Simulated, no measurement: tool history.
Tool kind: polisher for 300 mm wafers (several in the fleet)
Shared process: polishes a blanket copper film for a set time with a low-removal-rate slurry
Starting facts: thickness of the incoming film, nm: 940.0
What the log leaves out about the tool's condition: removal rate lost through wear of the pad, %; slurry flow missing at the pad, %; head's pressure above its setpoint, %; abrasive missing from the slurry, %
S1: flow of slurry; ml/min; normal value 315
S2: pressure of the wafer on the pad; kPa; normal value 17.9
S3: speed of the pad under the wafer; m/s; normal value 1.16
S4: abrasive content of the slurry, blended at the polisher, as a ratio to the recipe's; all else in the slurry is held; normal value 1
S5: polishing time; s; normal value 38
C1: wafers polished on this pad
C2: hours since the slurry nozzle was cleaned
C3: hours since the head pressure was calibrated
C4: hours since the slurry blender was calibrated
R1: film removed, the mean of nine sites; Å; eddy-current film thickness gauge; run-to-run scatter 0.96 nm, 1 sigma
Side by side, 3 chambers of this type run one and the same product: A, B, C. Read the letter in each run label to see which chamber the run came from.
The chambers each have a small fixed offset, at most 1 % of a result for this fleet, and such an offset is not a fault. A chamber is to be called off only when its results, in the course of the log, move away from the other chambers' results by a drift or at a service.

{"run": "1B", "hour": 10.2, "S1": 315, "S2": 17.9, "S3": 1.16, "S4": 1, "S5": 38, "C1": 122, "C2": 150.0, "C3": 1009.7, "C4": 226.7, "R1": 1219.0}
{"hour": 10.4, "done": "chamber C: slurry blender recalibrated"}
{"hour": 11.5, "done": "chamber A: slurry blender recalibrated"}
{"run": "2C", "hour": 16.5, "S1": 315, "S2": 17.9, "S3": 1.16, "S4": 1, "S5": 38, "C1": 558, "C2": 264.2, "C3": 592.9, "C4": 6.1, "R1": 1232.5}
{"run": "3A", "hour": 27.5, "S1": 315, "S2": 17.9, "S3": 1.16, "S4": 1, "S5": 38, "C1": 1350, "C2": 88.2, "C3": 488.5, "C4": 16.0, "R1": 1211.2}
{"run": "4A", "hour": 40.3, "S1": 315, "S2": 17.9, "S3": 1.16, "S4": 1, "S5": 38, "C1": 1462, "C2": 101.0, "C3": 501.3, "C4": 28.8, "R1": 1210.6}
{"hour": 41.7, "done": "chamber A: worn pad replaced by a new one"}
{"run": "5B", "hour": 52.4, "S1": 315, "S2": 17.9, "S3": 1.52, "S4": 1, "S5": 38, "C1": 492, "C2": 192.2, "C3": 1051.9, "C4": 268.9, "R1": 1585.7}
{"run": "6C", "hour": 65.5, "S1": 315, "S2": 17.9, "S3": 1.52, "S4": 1, "S5": 38, "C1": 988, "C2": 313.2, "C3": 641.9, "C4": 55.1, "R1": 1594.7}
{"run": "7B", "hour": 71.8, "S1": 315, "S2": 17.9, "S3": 1.52, "S4": 1, "S5": 38, "C1": 662, "C2": 211.6, "C3": 1071.3, "C4": 288.3, "R1": 1603.4}
{"run": "8A", "hour": 83.8, "S1": 315, "S2": 17.9, "S3": 1.16, "S4": 1, "S5": 38, "C1": 368, "C2": 144.5, "C3": 544.8, "C4": 72.3, "R1": 1209.6}
{"run": "9C", "hour": 93.9, "S1": 315, "S2": 17.9, "S3": 1.16, "S4": 1, "S5": 38, "C1": 1236, "C2": 341.6, "C3": 670.3, "C4": 83.5, "R1": 1192.4}
{"run": "10C", "hour": 100.6, "S1": 315, "S2": 17.9, "S3": 1.16, "S4": 1, "S5": 38, "C1": 1295, "C2": 348.3, "C3": 677.0, "C4": 90.2, "R1": 1202.7}
{"hour": 102.7, "done": "chamber B: worn pad replaced by a new one"}
{"run": "11B", "hour": 108.7, "S1": 315, "S2": 17.9, "S3": 1.16, "S4": 1, "S5": 38, "C1": 53, "C2": 248.5, "C3": 1108.2, "C4": 325.2, "R1": 1224.5}
{"run": "12A", "hour": 116.7, "S1": 315, "S2": 17.9, "S3": 1.16, "S4": 1, "S5": 38, "C1": 656, "C2": 177.4, "C3": 577.7, "C4": 105.2, "R1": 1206.9}
{"run": "13B", "hour": 124.9, "S1": 315, "S2": 17.9, "S3": 1.16, "S4": 1, "S5": 38, "C1": 195, "C2": 264.7, "C3": 1124.4, "C4": 341.4, "R1": 1240.6}
{"run": "14C", "hour": 135.5, "S1": 315, "S2": 17.9, "S3": 1.16, "S4": 1, "S5": 44, "C1": 1601, "C2": 383.2, "C3": 711.9, "C4": 125.1, "R1": 1354.7}
{"run": "15A", "hour": 145.1, "S1": 315, "S2": 17.9, "S3": 1.16, "S4": 1, "S5": 44, "C1": 905, "C2": 205.8, "C3": 606.1, "C4": 133.6, "R1": 1405.9}
{"run": "16A", "hour": 156.4, "S1": 315, "S2": 17.9, "S3": 1.16, "S4": 1, "S5": 44, "C1": 1004, "C2": 217.1, "C3": 617.4, "C4": 144.9, "R1": 1406.5}
{"hour": 162.3, "done": "chamber B: slurry blender recalibrated"}
{"run": "17C", "hour": 165.0, "S1": 355, "S2": 15.9, "S3": 1.16, "S4": 1, "S5": 38, "C1": 1859, "C2": 412.7, "C3": 741.4, "C4": 154.6, "R1": 1028.1}
{"hour": 171.4, "done": "chamber C: slurry nozzle cleaned"}
{"run": "18B", "hour": 173.9, "S1": 355, "S2": 15.9, "S3": 1.16, "S4": 1, "S5": 38, "C1": 624, "C2": 313.7, "C3": 1173.4, "C4": 11.7, "R1": 1098.4}
{"run": "19B", "hour": 182.2, "S1": 355, "S2": 15.9, "S3": 1.16, "S4": 1, "S5": 38, "C1": 696, "C2": 322.0, "C3": 1181.7, "C4": 20.0, "R1": 1100.4}
{"run": "20A", "hour": 188.6, "S1": 315, "S2": 17.9, "S3": 1.16, "S4": 1, "S5": 38, "C1": 1286, "C2": 249.3, "C3": 649.6, "C4": 177.1, "R1": 1204.8}
{"run": "21C", "hour": 198.0, "S1": 315, "S2": 17.9, "S3": 1.16, "S4": 1, "S5": 38, "C1": 2148, "C2": 26.7, "C3": 774.4, "C4": 187.6, "R1": 1105.7}
{"run": "22C", "hour": 208.3, "S1": 315, "S2": 17.9, "S3": 1.16, "S4": 1, "S5": 38, "C1": 2238, "C2": 37.0, "C3": 784.7, "C4": 197.9, "R1": 1122.8}

Which is it: a chamber that has drifted or been left off by a service, a gauge drift common to all chambers, or only each chamber's usual small offset? If a chamber is off, name it and its likeliest cause.

Little by little, chamber C moves away from the other chambers.
Likeliest cause: removal rate lost through wear of the pad, % = 9.68.
From this log alone, it may not be told apart from: head's pressure below its setpoint, %; abrasive missing from the slurry, %.

Chamber C could run next with any of the 4 candidate recipes listed below; each alters the usual settings, and their results appear as question marks. Which one brings its results back in line with what the other chambers deliver on the usual settings?
Maximum distance from the other chambers' mean on the usual settings for a result to count as in line: R1 33.00 Å
{"run": "23C-1", "hour": 218.1, "S1": 315, "S2": 18.6, "S3": 1.2, "S4": 1, "S5": 39, "R1": "?"}
{"run": "23C-2", "hour": 218.1, "S1": 315, "S2": 18.6, "S3": 1.22, "S4": 1, "S5": 40, "R1": "?"}
{"run": "23C-3", "hour": 218.1, "S1": 315, "S2": 17.2, "S3": 1.1, "S4": 1, "S5": 36, "R1": "?"}
{"run": "23C-4", "hour": 218.1, "S1": 315, "S2": 17.2, "S3": 1.14, "S4": 1, "S5": 37, "R1": "?"}

On the usual settings, the other chambers give on average: R1 1213.40 Å
run=23C-1 R1=1228.40
run=23C-2 R1=1280.90
run=23C-3 R1=963.56
run=23C-4 R1=1026.30
23C-1 brings the chamber back in line.
